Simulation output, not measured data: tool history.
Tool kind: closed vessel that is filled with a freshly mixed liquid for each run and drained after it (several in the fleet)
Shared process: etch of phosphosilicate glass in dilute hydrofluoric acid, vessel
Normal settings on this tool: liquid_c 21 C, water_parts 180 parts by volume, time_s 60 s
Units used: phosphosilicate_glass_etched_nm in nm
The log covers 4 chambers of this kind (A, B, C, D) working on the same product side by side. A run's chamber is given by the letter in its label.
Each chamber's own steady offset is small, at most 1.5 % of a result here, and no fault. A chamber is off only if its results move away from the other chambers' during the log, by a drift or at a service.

run,hour,liquid_c,water_parts,time_s,hours since the thermometer was replaced,hours since the hydrofluoric acid flow meter was replaced,"read-back film thickness of the phosphosilicate glass reference wafer, read on the same gauge (nm)",phosphosilicate_glass_etched_nm
1A,8.0,21,180,60,1135.9,108.0,139.99,54.224
# hour 12.2: chamber D: hydrofluoric acid flow meter replaced
2B,17.3,21,180,60,1048.2,633.9,139.99,53.981
3C,23.5,21,180,60,1160.2,360.1,139.99,54.085
4D,31.5,21,180,60,870.3,19.3,140.01,54.090
5C,38.7,21,180,60,1175.4,375.3,140.00,54.419
6D,48.4,21,180,60,887.2,36.2,140.00,53.314
# hour 52.0: chamber C: thermometer replaced
7B,57.3,21,180,60,1088.2,673.9,140.00,53.334
8A,64.6,21,180,60,1192.5,164.6,140.00,52.507
9C,71.1,21,110,35,19.1,407.7,139.99,56.186
10A,80.6,21,110,35,1208.5,180.6,140.00,53.621
# hour 82.4: chamber D: thermometer replaced
11B,86.6,21,110,35,1117.5,703.2,140.00,55.504
12D,94.6,21,110,35,12.2,82.4,139.98,55.749
13A,102.4,21,180,60,1230.3,202.4,140.00,51.142
14B,107.4,21,180,60,1138.3,724.0,140.01,53.674
15C,118.5,21,180,60,66.5,455.1,139.99,54.275
16D,128.3,21,180,60,45.9,116.1,139.98,54.352
17D,134.2,21,180,60,51.8,122.0,139.98,53.400
18B,139.4,21,180,60,1170.3,756.0,140.00,53.982
19A,150.7,21,180,60,1278.6,250.7,139.99,51.491
20C,159.2,21,180,60,107.2,495.8,139.99,54.054
21A,167.4,21,180,60,1295.3,267.4,140.01,50.704
# hour 176.3: chamber B: thermometer replaced
22D,177.2,21,180,60,94.8,165.0,139.99,53.450
23B,186.7,21,180,60,10.5,803.3,140.00,54.265
24C,198.1,17,180,85,146.1,534.7,140.00,65.142
25B,203.9,17,180,85,27.7,820.5,140.00,64.432
26C,214.1,17,180,85,162.1,550.7,140.02,65.461
27D,221.0,17,180,85,138.6,208.8,140.00,65.997
28A,232.1,21,180,60,1360.0,332.1,140.00,49.336
29D,240.7,21,180,60,158.3,228.5,140.00,54.422

Has any chamber moved away from the others, gradually or after a service, or does the common gauge drift, or do the chambers differ only by their own small steady offsets? State the chamber and the most likely cause if one applies.

Chamber A drifts away from the others.
Likeliest cause: liquid colder than its thermometer reads (K) = 2.35.
The log may not separate it from: hydrofluoric acid flow below the setpoint (%).

Which of the 4 candidates below, each the usual settings with something changed and its results left as question marks, puts chamber A back in line with what the other chambers give on the usual settings?
In-line tolerance around the mean of the other chambers on the usual settings: phosphosilicate_glass_etched_nm 1.200 nm
30A-1,249.0,20.0,180,60,,,,?
30A-2,249.0,22.0,180,60,,,,?
30A-3,249.0,18.5,180,60,,,,?
30A-4,249.0,21.5,180,65,,,,?

Mean of the other chambers on the usual settings: phosphosilicate_glass_etched_nm 53.874 nm
run,phosphosilicate_glass_etched_nm
30A-1,46.905
30A-2,50.734
30A-3,44.185
30A-4,53.891
The answer is 30A-4, which returns the chamber to within the allowed miss of the others.

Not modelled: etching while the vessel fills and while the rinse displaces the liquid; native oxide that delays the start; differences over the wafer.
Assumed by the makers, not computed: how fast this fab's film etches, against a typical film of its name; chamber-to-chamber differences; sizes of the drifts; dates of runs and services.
